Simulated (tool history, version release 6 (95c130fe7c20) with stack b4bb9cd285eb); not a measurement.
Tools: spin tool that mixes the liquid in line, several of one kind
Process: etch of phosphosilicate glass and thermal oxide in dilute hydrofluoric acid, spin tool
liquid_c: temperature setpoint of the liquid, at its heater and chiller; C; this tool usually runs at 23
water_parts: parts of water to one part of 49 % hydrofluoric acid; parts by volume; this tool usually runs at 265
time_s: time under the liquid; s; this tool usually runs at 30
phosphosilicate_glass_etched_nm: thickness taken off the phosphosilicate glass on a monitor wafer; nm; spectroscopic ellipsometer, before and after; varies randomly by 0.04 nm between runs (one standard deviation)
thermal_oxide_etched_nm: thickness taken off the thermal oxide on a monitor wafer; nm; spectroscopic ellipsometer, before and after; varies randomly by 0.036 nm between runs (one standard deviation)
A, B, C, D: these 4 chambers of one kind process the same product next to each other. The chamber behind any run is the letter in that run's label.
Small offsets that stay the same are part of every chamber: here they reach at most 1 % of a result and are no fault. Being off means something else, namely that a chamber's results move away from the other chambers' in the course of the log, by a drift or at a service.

run   hour  liquid_c  water_parts  time_s  read-back film thickness of the phosphosilicate glass reference wafer, read on the same gauge (nm)  read-back film thickness of the thermal oxide reference wafer, read on the same gauge (nm)  phosphosilicate_glass_etched_nm  thermal_oxide_etched_nm
 1D      8        23          265      30                                                                                              70.009                                                                                      99.995                           7.2761                  0.42331
       9.2  -- chamber B: hydrofluoric acid flow meter replaced
 2A   20.1        23          265      30                                                                                              69.987                                                                                      99.986                           7.2174                  0.37589
 3B   31.8        23          265      30                                                                                              70.007                                                                                      99.975                           7.2881                  0.45707
 4C   38.6        23          265      30                                                                                                  70                                                                                      100.04                           7.2687                  0.44046
 5B   50.8        23          265      30                                                                                              69.996                                                                                      99.997                           7.2763                   0.3931
 6A   59.4        23          265      30                                                                                              69.986                                                                                      100.02                            7.241                  0.40786
      63.5  -- chamber D: hydrofluoric acid flow meter replaced
 7C   65.7        23          265      30                                                                                              70.022                                                                                      99.996                            7.276                  0.45083
 8D   75.3        23          265      30                                                                                              69.999                                                                                      99.975                           7.2598                  0.44501
 9B   86.7        23          265      35                                                                                              70.024                                                                                      100.02                           8.5384                  0.46134
10D   93.2        23          265      35                                                                                              70.035                                                                                      99.981                           8.4471                   0.4689
11A  104.5        23          265      35                                                                                              69.984                                                                                      99.996                           8.4579                  0.49403
12C  115.2        23          265      35                                                                                              70.004                                                                                      100.01                           8.5611                   0.5739
13B  127.3        23          265      30                                                                                              70.024                                                                                      100.01                           7.2868                  0.44822
14D  137.8        23          265      40                                                                                              69.958                                                                                      100.06                           9.5734                  0.58295
15A  147.8        23          265      40                                                                                              69.988                                                                                      99.967                           9.7491                  0.51146
16C  156.1        23          265      40                                                                                              70.004                                                                                      99.999                            9.986                  0.56999
17D  162.4        23          265      40                                                                                              69.995                                                                                      100.03                           9.7171                  0.57843
18C    173      20.5          225      30                                                                                              70.021                                                                                      100.02                           8.4942                  0.47914
19A  181.5      20.5          225      30                                                                                              70.021                                                                                      99.973                           8.0692                   0.5043
20B  189.6      20.5          225      30                                                                                              70.009                                                                                      99.993                           8.2235                  0.41392
21C  195.6      20.5          225      30                                                                                              69.998                                                                                      100.02                           8.4924                  0.39459
22B  202.6        23          265      30                                                                                              69.991                                                                                      100.02                           7.2327                  0.47271
23A  210.7        23          265      30                                                                                              69.986                                                                                      99.964                           7.2396                  0.43869
24D  218.3        23          265      30                                                                                              69.989                                                                                         100                           7.2061                  0.44903
25D  224.7        23          265      30                                                                                               69.99                                                                                         100                           7.2448                  0.41269
26A  234.6        23          265      20                                                                                              70.029                                                                                      99.981                           4.8787                  0.26931
27B  242.8        23          265      20                                                                                              70.003                                                                                      100.01                            4.843                  0.25741
28C  252.2        23          265      20                                                                                              70.017                                                                                         100                            5.177                  0.28588
29D  258.4        23          265      20                                                                                              69.995                                                                                      99.999                            4.882                  0.28468

Next, every chamber runs the same settings. What will each give?
30A   268        23          265      40                                                                                                                                                                                                                                ?                        ?
30B   268        23          265      40                                                                                                                                                                                                                                ?                        ?
30C   268        23          265      40                                                                                                                                                                                                                                ?                        ?
30D   268        23          265      40                                                                                                                                                                                                                                ?                        ?

run  phosphosilicate_glass_etched_nm  thermal_oxide_etched_nm
30A                           9.6716                  0.59584
30B                           9.8017                  0.54466
30C                           10.473                  0.58661
30D                            9.765                  0.48413
